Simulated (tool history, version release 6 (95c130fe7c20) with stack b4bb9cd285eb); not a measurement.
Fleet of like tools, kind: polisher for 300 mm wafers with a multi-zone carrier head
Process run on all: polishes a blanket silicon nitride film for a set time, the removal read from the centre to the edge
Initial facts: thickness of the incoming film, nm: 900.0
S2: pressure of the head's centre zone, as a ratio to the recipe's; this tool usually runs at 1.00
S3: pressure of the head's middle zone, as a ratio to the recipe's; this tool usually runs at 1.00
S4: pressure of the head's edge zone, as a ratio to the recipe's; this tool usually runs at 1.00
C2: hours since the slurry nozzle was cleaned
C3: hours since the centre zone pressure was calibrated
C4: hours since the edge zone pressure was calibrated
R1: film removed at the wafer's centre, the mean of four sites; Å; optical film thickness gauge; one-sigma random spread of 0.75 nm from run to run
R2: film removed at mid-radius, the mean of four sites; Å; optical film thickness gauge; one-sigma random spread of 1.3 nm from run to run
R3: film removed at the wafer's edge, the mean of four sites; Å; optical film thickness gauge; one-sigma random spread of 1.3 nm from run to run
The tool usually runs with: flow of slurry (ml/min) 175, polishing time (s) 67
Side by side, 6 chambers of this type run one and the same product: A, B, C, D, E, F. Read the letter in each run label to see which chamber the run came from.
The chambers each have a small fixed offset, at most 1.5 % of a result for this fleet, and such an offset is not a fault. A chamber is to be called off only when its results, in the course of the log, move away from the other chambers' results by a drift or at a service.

{"day": 0.012, "done": "chamber C: slurry nozzle cleaned"}
{"run": "1B", "day": 0.496, "flow of slurry (ml/min)": 175, "S2": 1.0, "S3": 1.0, "S4": 1.0, "polishing time (s)": 67, "wafers polished on this pad": 700, "C2": 454.6, "C3": 279.9, "C4": 242.3, "R1": 1206.8, "R2": 1192.0, "R3": 1173.2}
{"run": "2D", "day": 0.975, "flow of slurry (ml/min)": 175, "S2": 1.0, "S3": 1.0, "S4": 1.0, "polishing time (s)": 67, "wafers polished on this pad": 243, "C2": 765.8, "C3": 1300.3, "C4": 146.6, "R1": 1205.2, "R2": 1193.2, "R3": 1204.9}
{"day": 1.221, "done": "chamber A: worn pad replaced by a new one"}
{"run": "3A", "day": 1.317, "flow of slurry (ml/min)": 175, "S2": 1.0, "S3": 1.0, "S4": 1.0, "polishing time (s)": 67, "wafers polished on this pad": 22, "C2": 407.3, "C3": 274.2, "C4": 364.1, "R1": 1181.3, "R2": 1200.7, "R3": 1217.9}
{"run": "4C", "day": 1.562, "flow of slurry (ml/min)": 175, "S2": 1.0, "S3": 1.0, "S4": 1.0, "polishing time (s)": 67, "wafers polished on this pad": 602, "C2": 37.3, "C3": 446.6, "C4": 380.2, "R1": 1196.7, "R2": 1196.6, "R3": 1189.0}
{"day": 1.7, "done": "chamber D: centre zone pressure recalibrated"}
{"run": "5E", "day": 2.038, "flow of slurry (ml/min)": 175, "S2": 1.0, "S3": 0.92, "S4": 1.0, "polishing time (s)": 67, "wafers polished on this pad": 895, "C2": 169.5, "C3": 350.6, "C4": 309.5, "R1": 1182.6, "R2": 1112.7, "R3": 1201.4}
{"day": 2.304, "done": "chamber F: worn pad replaced by a new one"}
{"day": 2.404, "done": "chamber B: worn pad replaced by a new one"}
{"run": "6F", "day": 2.45, "flow of slurry (ml/min)": 175, "S2": 1.0, "S3": 0.92, "S4": 1.0, "polishing time (s)": 67, "wafers polished on this pad": 33, "C2": 207.2, "C3": 421.0, "C4": 481.1, "R1": 1200.7, "R2": 1087.9, "R3": 1208.1}
{"run": "7A", "day": 2.671, "flow of slurry (ml/min)": 175, "S2": 1.0, "S3": 0.92, "S4": 1.0, "polishing time (s)": 67, "wafers polished on this pad": 330, "C2": 439.8, "C3": 306.7, "C4": 396.6, "R1": 1196.6, "R2": 1118.6, "R3": 1197.5}
{"day": 3.033, "done": "chamber E: worn pad replaced by a new one"}
{"run": "8B", "day": 3.067, "flow of slurry (ml/min)": 175, "S2": 1.0, "S3": 0.92, "S4": 1.0, "polishing time (s)": 67, "wafers polished on this pad": 151, "C2": 516.3, "C3": 341.6, "C4": 304.0, "R1": 1192.0, "R2": 1117.8, "R3": 1166.0}
{"day": 3.162, "done": "chamber D: worn pad replaced by a new one"}
{"run": "9E", "day": 3.475, "flow of slurry (ml/min)": 175, "S2": 1.0, "S3": 0.92, "S4": 1.0, "polishing time (s)": 67, "wafers polished on this pad": 101, "C2": 204.0, "C3": 385.1, "C4": 344.0, "R1": 1202.0, "R2": 1093.6, "R3": 1209.7}
{"run": "10D", "day": 3.908, "flow of slurry (ml/min)": 175, "S2": 1.0, "S3": 0.92, "S4": 1.0, "polishing time (s)": 67, "wafers polished on this pad": 170, "C2": 836.2, "C3": 53.1, "C4": 217.0, "R1": 1195.7, "R2": 1120.9, "R3": 1195.0}
{"run": "11C", "day": 4.371, "flow of slurry (ml/min)": 175, "S2": 1.0, "S3": 1.0, "S4": 1.0, "polishing time (s)": 67, "wafers polished on this pad": 1242, "C2": 104.7, "C3": 514.0, "C4": 447.6, "R1": 1176.3, "R2": 1182.4, "R3": 1199.5}
{"run": "12F", "day": 4.608, "flow of slurry (ml/min)": 175, "S2": 1.0, "S3": 1.0, "S4": 1.0, "polishing time (s)": 67, "wafers polished on this pad": 525, "C2": 259.0, "C3": 472.8, "C4": 532.9, "R1": 1201.6, "R2": 1191.5, "R3": 1194.7}
{"run": "13F", "day": 4.842, "flow of slurry (ml/min)": 175, "S2": 1.0, "S3": 1.0, "S4": 1.0, "polishing time (s)": 67, "wafers polished on this pad": 578, "C2": 264.6, "C3": 478.4, "C4": 538.5, "R1": 1191.3, "R2": 1205.5, "R3": 1215.0}
{"day": 4.879, "done": "chamber A: worn pad replaced by a new one"}
{"run": "14E", "day": 5.258, "flow of slurry (ml/min)": 175, "S2": 1.0, "S3": 1.0, "S4": 1.0, "polishing time (s)": 67, "wafers polished on this pad": 508, "C2": 246.8, "C3": 427.9, "C4": 386.8, "R1": 1182.1, "R2": 1200.6, "R3": 1172.2}
{"day": 5.658, "done": "chamber F: worn pad replaced by a new one"}
{"run": "15A", "day": 5.708, "flow of slurry (ml/min)": 175, "S2": 1.0, "S3": 1.0, "S4": 1.0, "polishing time (s)": 67, "wafers polished on this pad": 189, "C2": 512.7, "C3": 379.6, "C4": 469.5, "R1": 1204.2, "R2": 1183.9, "R3": 1214.9}
{"day": 5.754, "done": "chamber C: worn pad replaced by a new one"}
{"run": "16C", "day": 6.225, "flow of slurry (ml/min)": 175, "S2": 1.0, "S3": 1.0, "S4": 1.0, "polishing time (s)": 67, "wafers polished on this pad": 107, "C2": 149.2, "C3": 558.5, "C4": 492.1, "R1": 1198.7, "R2": 1179.8, "R3": 1186.1}
{"day": 6.442, "done": "chamber D: worn pad replaced by a new one"}
{"run": "17D", "day": 6.654, "flow of slurry (ml/min)": 175, "S2": 1.0, "S3": 1.0, "S4": 1.0, "polishing time (s)": 67, "wafers polished on this pad": 49, "C2": 902.1, "C3": 119.0, "C4": 282.9, "R1": 1211.0, "R2": 1186.2, "R3": 1189.4}
{"run": "18B", "day": 6.971, "flow of slurry (ml/min)": 175, "S2": 1.0, "S3": 1.0, "S4": 1.0, "polishing time (s)": 67, "wafers polished on this pad": 1041, "C2": 610.0, "C3": 435.3, "C4": 397.7, "R1": 1184.5, "R2": 1199.5, "R3": 1197.2}
{"day": 7.333, "done": "chamber B: worn pad replaced by a new one"}
{"run": "19B", "day": 7.362, "flow of slurry (ml/min)": 175, "S2": 1.0, "S3": 1.0, "S4": 1.0, "polishing time (s)": 67, "wafers polished on this pad": 7, "C2": 619.4, "C3": 444.7, "C4": 407.1, "R1": 1190.0, "R2": 1185.2, "R3": 1173.8}
{"day": 7.554, "done": "chamber E: worn pad replaced by a new one"}
{"day": 7.825, "done": "chamber D: slurry nozzle cleaned"}
{"run": "20A", "day": 7.838, "flow of slurry (ml/min)": 175, "S2": 1.0, "S3": 1.0, "S4": 1.08, "polishing time (s)": 67, "wafers polished on this pad": 675, "C2": 563.8, "C3": 430.7, "C4": 520.6, "R1": 1202.4, "R2": 1188.3, "R3": 1269.4}
{"day": 7.917, "done": "chamber A: worn pad replaced by a new one"}
{"run": "21F", "day": 8.346, "flow of slurry (ml/min)": 175, "S2": 1.0, "S3": 1.0, "S4": 1.08, "polishing time (s)": 67, "wafers polished on this pad": 613, "C2": 348.7, "C3": 562.5, "C4": 622.6, "R1": 1197.1, "R2": 1183.5, "R3": 1263.5}
{"day": 8.55, "done": "chamber E: slurry nozzle cleaned"}
{"day": 8.579, "done": "chamber F: worn pad replaced by a new one"}
{"run": "22C", "day": 8.746, "flow of slurry (ml/min)": 175, "S2": 1.0, "S3": 1.0, "S4": 1.08, "polishing time (s)": 67, "wafers polished on this pad": 682, "C2": 209.7, "C3": 619.0, "C4": 552.6, "R1": 1188.1, "R2": 1202.9, "R3": 1251.3}
{"run": "23E", "day": 9.004, "flow of slurry (ml/min)": 175, "S2": 1.0, "S3": 1.0, "S4": 1.08, "polishing time (s)": 67, "wafers polished on this pad": 331, "C2": 10.9, "C3": 517.8, "C4": 476.7, "R1": 1180.2, "R2": 1194.2, "R3": 1223.9}
{"run": "24D", "day": 9.404, "flow of slurry (ml/min)": 175, "S2": 1.0, "S3": 1.0, "S4": 1.08, "polishing time (s)": 67, "wafers polished on this pad": 676, "C2": 37.9, "C3": 185.0, "C4": 348.9, "R1": 1194.6, "R2": 1177.9, "R3": 1248.8}
{"run": "25A", "day": 9.629, "flow of slurry (ml/min)": 175, "S2": 1.0, "S3": 1.0, "S4": 1.08, "polishing time (s)": 67, "wafers polished on this pad": 390, "C2": 606.8, "C3": 473.7, "C4": 563.6, "R1": 1184.5, "R2": 1199.5, "R3": 1234.0}
{"day": 9.658, "done": "chamber D: worn pad replaced by a new one"}
{"run": "26E", "day": 9.938, "flow of slurry (ml/min)": 175, "S2": 1.0, "S3": 1.0, "S4": 1.0, "polishing time (s)": 67, "wafers polished on this pad": 543, "C2": 33.3, "C3": 540.2, "C4": 499.1, "R1": 1195.0, "R2": 1192.6, "R3": 1189.9}
{"run": "27D", "day": 10.454, "flow of slurry (ml/min)": 175, "S2": 1.0, "S3": 1.0, "S4": 1.0, "polishing time (s)": 67, "wafers polished on this pad": 181, "C2": 63.1, "C3": 210.2, "C4": 374.1, "R1": 1210.5, "R2": 1179.8, "R3": 1176.7}
{"day": 10.733, "done": "chamber C: edge zone pressure recalibrated"}
{"run": "28B", "day": 10.762, "flow of slurry (ml/min)": 175, "S2": 1.0, "S3": 1.0, "S4": 1.0, "polishing time (s)": 67, "wafers polished on this pad": 782, "C2": 701.0, "C3": 526.3, "C4": 488.7, "R1": 1181.7, "R2": 1198.7, "R3": 1176.3}
{"day": 10.967, "done": "chamber C: worn pad replaced by a new one"}
{"run": "29C", "day": 10.988, "flow of slurry (ml/min)": 175, "S2": 0.92, "S3": 1.1, "S4": 1.0, "polishing time (s)": 67, "wafers polished on this pad": 5, "C2": 263.5, "C3": 672.8, "C4": 6.2, "R1": 1075.6, "R2": 1294.4, "R3": 1186.5}
{"day": 11.125, "done": "chamber A: worn pad replaced by a new one"}
{"run": "30F", "day": 11.375, "flow of slurry (ml/min)": 175, "S2": 0.92, "S3": 1.1, "S4": 1.0, "polishing time (s)": 67, "wafers polished on this pad": 637, "C2": 421.4, "C3": 635.2, "C4": 695.3, "R1": 1087.2, "R2": 1290.6, "R3": 1213.7}
{"day": 11.438, "done": "chamber F: worn pad replaced by a new one"}
{"run": "31B", "day": 11.825, "flow of slurry (ml/min)": 175, "S2": 0.92, "S3": 1.1, "S4": 1.0, "polishing time (s)": 67, "wafers polished on this pad": 1025, "C2": 726.5, "C3": 551.8, "C4": 514.2, "R1": 1087.6, "R2": 1309.4, "R3": 1189.2}
{"run": "32F", "day": 12.1, "flow of slurry (ml/min)": 175, "S2": 0.92, "S3": 1.1, "S4": 1.0, "polishing time (s)": 67, "wafers polished on this pad": 151, "C2": 438.8, "C3": 652.6, "C4": 712.7, "R1": 1094.4, "R2": 1332.9, "R3": 1191.9}
{"day": 12.275, "done": "chamber E: worn pad replaced by a new one"}
{"run": "33A", "day": 12.512, "flow of slurry (ml/min)": 175, "S2": 0.92, "S3": 1.1, "S4": 1.0, "polishing time (s)": 67, "wafers polished on this pad": 316, "C2": 676.0, "C3": 542.9, "C4": 632.8, "R1": 1095.5, "R2": 1335.2, "R3": 1212.9}
{"day": 12.517, "done": "chamber C: centre zone pressure recalibrated"}
{"day": 12.633, "done": "chamber D: worn pad replaced by a new one"}
{"run": "34E", "day": 13.017, "flow of slurry (ml/min)": 175, "S2": 0.92, "S3": 1.1, "S4": 1.0, "polishing time (s)": 67, "wafers polished on this pad": 169, "C2": 107.2, "C3": 614.1, "C4": 573.0, "R1": 1080.1, "R2": 1305.9, "R3": 1182.8}
{"run": "35D", "day": 13.242, "flow of slurry (ml/min)": 175, "S2": 1.0, "S3": 1.0, "S4": 1.0, "polishing time (s)": 67, "wafers polished on this pad": 138, "C2": 130.0, "C3": 277.1, "C4": 441.0, "R1": 1204.9, "R2": 1196.5, "R3": 1202.6}
{"run": "36C", "day": 13.562, "flow of slurry (ml/min)": 175, "S2": 1.0, "S3": 1.0, "S4": 1.0, "polishing time (s)": 67, "wafers polished on this pad": 592, "C2": 325.3, "C3": 25.2, "C4": 68.0, "R1": 1194.5, "R2": 1207.1, "R3": 1206.6}
{"run": "37E", "day": 13.808, "flow of slurry (ml/min)": 175, "S2": 1.0, "S3": 1.0, "S4": 1.0, "polishing time (s)": 67, "wafers polished on this pad": 349, "C2": 126.2, "C3": 633.1, "C4": 592.0, "R1": 1197.9, "R2": 1207.7, "R3": 1182.0}
{"run": "38C", "day": 14.267, "flow of slurry (ml/min)": 175, "S2": 1.0, "S3": 1.0, "S4": 1.0, "polishing time (s)": 67, "wafers polished on this pad": 753, "C2": 342.2, "C3": 42.1, "C4": 84.9, "R1": 1184.7, "R2": 1188.8, "R3": 1170.8}

Each of the 6 chambers runs these same settings next. Fill in every chamber's results:
{"run": "39A", "day": 14.638, "flow of slurry (ml/min)": 175, "S2": 1.0, "S3": 1.0, "S4": 1.0, "polishing time (s)": 78, "R1": "?", "R2": "?", "R3": "?"}
{"run": "39B", "day": 14.638, "flow of slurry (ml/min)": 175, "S2": 1.0, "S3": 1.0, "S4": 1.0, "polishing time (s)": 78, "R1": "?", "R2": "?", "R3": "?"}
{"run": "39C", "day": 14.638, "flow of slurry (ml/min)": 175, "S2": 1.0, "S3": 1.0, "S4": 1.0, "polishing time (s)": 78, "R1": "?", "R2": "?", "R3": "?"}
{"run": "39D", "day": 14.638, "flow of slurry (ml/min)": 175, "S2": 1.0, "S3": 1.0, "S4": 1.0, "polishing time (s)": 78, "R1": "?", "R2": "?", "R3": "?"}
{"run": "39E", "day": 14.638, "flow of slurry (ml/min)": 175, "S2": 1.0, "S3": 1.0, "S4": 1.0, "polishing time (s)": 78, "R1": "?", "R2": "?", "R3": "?"}
{"run": "39F", "day": 14.638, "flow of slurry (ml/min)": 175, "S2": 1.0, "S3": 1.0, "S4": 1.0, "polishing time (s)": 78, "R1": "?", "R2": "?", "R3": "?"}

run=39A R1=1400.9 R2=1418.9 R3=1387.3
run=39B R1=1383.6 R2=1402.1 R3=1366.9
run=39C R1=1371.6 R2=1409.4 R3=1375.2
run=39D R1=1397.9 R2=1367.7 R3=1390.5
run=39E R1=1384.4 R2=1398.4 R3=1399.2
run=39F R1=1377.2 R2=1391.7 R3=1422.7

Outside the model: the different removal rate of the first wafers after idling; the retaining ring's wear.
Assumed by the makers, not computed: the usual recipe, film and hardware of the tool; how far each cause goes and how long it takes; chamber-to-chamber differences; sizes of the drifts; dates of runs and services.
